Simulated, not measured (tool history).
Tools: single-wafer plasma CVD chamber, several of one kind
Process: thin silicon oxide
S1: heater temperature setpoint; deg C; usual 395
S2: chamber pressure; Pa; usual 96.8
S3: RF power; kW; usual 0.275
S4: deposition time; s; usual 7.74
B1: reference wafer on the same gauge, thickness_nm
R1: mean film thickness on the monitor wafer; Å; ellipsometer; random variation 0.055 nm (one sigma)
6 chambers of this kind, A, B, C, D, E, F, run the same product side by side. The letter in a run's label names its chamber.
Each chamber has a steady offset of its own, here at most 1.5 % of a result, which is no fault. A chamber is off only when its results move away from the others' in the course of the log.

Run 1E, hour 10.6: usual settings; B1 12.195. Result: R1 124.93 Å.
Run 2F, hour 18.8: usual settings; B1 12.188. Result: R1 125.60 Å.
Run 3B, hour 28.7: usual settings; B1 12.203. Result: R1 125.92 Å.
Run 4A, hour 37.7: usual settings; B1 12.186. Result: R1 124.96 Å.
At hour 46.6: chamber D: capacitance manometer re-zeroed and calibrated.
Run 5D, hour 49.0: usual settings but S3 0.305 kW; B1 12.202. Result: R1 133.24 Å.
At hour 60.3: chamber C: capacitance manometer re-zeroed and calibrated.
Run 6C, hour 60.7: usual settings but S3 0.305 kW; B1 12.204. Result: R1 130.31 Å.
Run 7A, hour 75.6: usual settings but S3 0.305 kW; B1 12.192. Result: R1 129.65 Å.
Run 8E, hour 89.0: usual settings but S3 0.305 kW; B1 12.210. Result: R1 129.09 Å.
Run 9B, hour 101.1: usual settings but S3 0.305 kW; B1 12.203. Result: R1 131.30 Å.
Run 10C, hour 116.6: usual settings but S3 0.305 kW; B1 12.200. Result: R1 130.53 Å.
Run 11F, hour 128.1: usual settings; B1 12.210. Result: R1 124.58 Å.
At hour 135.0: chamber B: thermocouple changed; heater temperature recalibrated.
Run 12D, hour 136.3: usual settings; B1 12.196. Result: R1 126.16 Å.
Run 13A, hour 152.0: usual settings; B1 12.206. Result: R1 125.28 Å.
Run 14E, hour 168.0: usual settings; B1 12.185. Result: R1 124.41 Å.
Run 15D, hour 179.6: usual settings; B1 12.194. Result: R1 127.05 Å.
Run 16C, hour 195.6: usual settings but S2 109.9 Pa; B1 12.202. Result: R1 141.74 Å.
Run 17F, hour 204.8: usual settings but S2 109.9 Pa; B1 12.205. Result: R1 140.85 Å.
Run 18B, hour 214.7: usual settings but S2 109.9 Pa; B1 12.207. Result: R1 141.79 Å.
Run 19F, hour 224.5: usual settings but S2 109.9 Pa; B1 12.217. Result: R1 141.21 Å.
Run 20D, hour 234.5: usual settings but S2 109.9 Pa; B1 12.195. Result: R1 143.49 Å.
At hour 243.5: chamber B: capacitance manometer re-zeroed and calibrated.
Run 21C, hour 244.4: usual settings but S2 109.9 Pa; B1 12.194. Result: R1 141.19 Å.
Run 22B, hour 254.5: usual settings; B1 12.214. Result: R1 119.69 Å.
Run 23E, hour 268.9: usual settings; B1 12.202. Result: R1 123.93 Å.
Run 24A, hour 282.7: usual settings; B1 12.204. Result: R1 125.33 Å.
Run 25E, hour 290.4: usual settings; B1 12.190. Result: R1 124.62 Å.
Run 26B, hour 306.4: usual settings but S2 114.7 Pa; B1 12.207. Result: R1 139.88 Å.
Run 27C, hour 314.0: usual settings but S2 114.7 Pa; B1 12.198. Result: R1 147.71 Å.
Run 28F, hour 326.6: usual settings but S2 114.7 Pa; B1 12.202. Result: R1 146.86 Å.
Run 29A, hour 335.5: usual settings but S2 114.7 Pa; B1 12.216. Result: R1 146.90 Å.
Run 30D, hour 344.8: usual settings but S2 114.7 Pa; B1 12.211. Result: R1 149.12 Å.
Run 31D, hour 353.4: usual settings but S2 114.7 Pa; B1 12.193. Result: R1 149.31 Å.
At hour 357.4: chamber C: thermocouple changed; heater temperature recalibrated.
Run 32F, hour 364.2: usual settings; B1 12.196. Result: R1 124.21 Å.
Run 33C, hour 376.9: usual settings but S4 6.71 s; B1 12.211. Result: R1 109.49 Å.
Run 34E, hour 384.6: usual settings but S4 6.71 s; B1 12.208. Result: R1 107.20 Å.
Run 35A, hour 397.6: usual settings but S4 6.71 s; B1 12.188. Result: R1 108.07 Å.
Run 36B, hour 411.4: usual settings but S4 6.71 s; B1 12.193. Result: R1 103.31 Å.
Run 37B, hour 426.3: usual settings but S4 6.71 s; B1 12.190. Result: R1 103.50 Å.
Run 38D, hour 439.3: usual settings but S4 6.71 s; B1 12.208. Result: R1 109.31 Å.
Run 39A, hour 449.2: usual settings but S1 388 deg C; B1 12.202. Result: R1 126.72 Å.
Run 40F, hour 457.6: usual settings but S1 388 deg C; B1 12.203. Result: R1 125.62 Å.

Is one chamber off against the others, does the gauge drift, or is nothing wrong? If a chamber is off, say which, and what the likeliest cause is.

A service left chamber B off against the others.
Cause: true pressure below the setpoint (%) = 4.94.

Here are 4 candidates for chamber B's next run, each the usual settings with a change, their results left as question marks. Which one brings its results back in line with what the others give on the usual settings?
In line means no further than this from the other chambers' mean on the usual settings: R1 1.90 Å
Run 41B-1, hour 469.1: usual settings but S2 95.6 Pa, S4 7.68 s. Result: R1 ?.
Run 41B-2, hour 469.1: usual settings but S2 101.5 Pa. Result: R1 ?.
Run 41B-3, hour 469.1: usual settings but S3 0.290 kW. Result: R1 ?.
Run 41B-4, hour 469.1: usual settings but S2 94.1 Pa, S4 7.60 s. Result: R1 ?.

The other chambers' mean on the usual settings: R1 125.38 Å
  run      R1
41B-1  117.25
41B-2  125.47
41B-3  122.38
41B-4  114.16
41B-2 brings the chamber back in line.

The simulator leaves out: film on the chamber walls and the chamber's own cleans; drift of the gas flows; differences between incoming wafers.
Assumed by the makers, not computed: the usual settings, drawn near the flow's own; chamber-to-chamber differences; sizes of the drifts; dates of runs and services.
